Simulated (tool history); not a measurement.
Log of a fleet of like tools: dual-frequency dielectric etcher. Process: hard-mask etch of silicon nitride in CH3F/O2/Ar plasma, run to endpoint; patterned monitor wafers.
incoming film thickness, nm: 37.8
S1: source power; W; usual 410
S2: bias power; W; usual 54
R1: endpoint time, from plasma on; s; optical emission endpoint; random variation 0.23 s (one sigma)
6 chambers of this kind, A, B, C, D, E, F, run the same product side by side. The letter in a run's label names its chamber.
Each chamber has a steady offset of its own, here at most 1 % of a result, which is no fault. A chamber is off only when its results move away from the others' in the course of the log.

run     day   S1  S2      R1
 1A   0.354  410  54  59.019
 2B   0.588  410  54  60.044
 3C   0.875  410  54  59.800
      1.008  -- chamber F: wet clean of the chamber
 4F   1.246  410  54  59.889
 5D   1.717  410  54  59.420
 6E   2.121  410  54  59.992
 7E   2.392  410  54  59.945
 8C   2.733  410  54  60.066
 9F   3.117  410  54  59.585
10D   3.583  410  54  59.172
11A   3.896  410  54  59.088
12B   4.162  410  44  63.459
13B   4.550  410  44  63.735
14E   5.042  410  44  63.496
15C   5.450  410  44  63.658
16A   5.983  410  44  62.639
17D   6.412  410  44  62.927
18F   6.667  360  65  59.007
19C   7.012  360  65  59.554
20F   7.479  360  65  59.103
21D   7.854  360  65  58.673
      8.021  -- chamber F: source power generator calibrated
22B   8.171  360  65  58.816
23E   8.417  360  65  59.121
24A   8.712  410  54  58.539
25B   9.158  460  41  62.325
26E   9.583  460  41  62.255
27C   9.871  460  41  62.360
28F  10.333  460  41  62.098
29A  10.700  460  41  60.401
30D  10.950  460  41  61.782
     11.004  -- chamber D: wet clean of the chamber
31B  11.279  410  54  59.711
32A  11.808  410  54  58.194
33F  12.092  480  54  56.277
34D  12.388  480  54  55.878
35E  12.858  480  54  56.071
36C  13.358  480  54  56.193

All 6 chambers run these settings next. Forecast each chamber's results:
37A  13.742  410  54   ?
37B  13.742  410  54   ?
37C  13.742  410  54   ?
37D  13.742  410  54   ?
37E  13.742  410  54   ?
37F  13.742  410  54   ?

run      R1
37A  57.921
37B  59.062
37C  59.772
37D  59.264
37E  59.311
37F  60.069

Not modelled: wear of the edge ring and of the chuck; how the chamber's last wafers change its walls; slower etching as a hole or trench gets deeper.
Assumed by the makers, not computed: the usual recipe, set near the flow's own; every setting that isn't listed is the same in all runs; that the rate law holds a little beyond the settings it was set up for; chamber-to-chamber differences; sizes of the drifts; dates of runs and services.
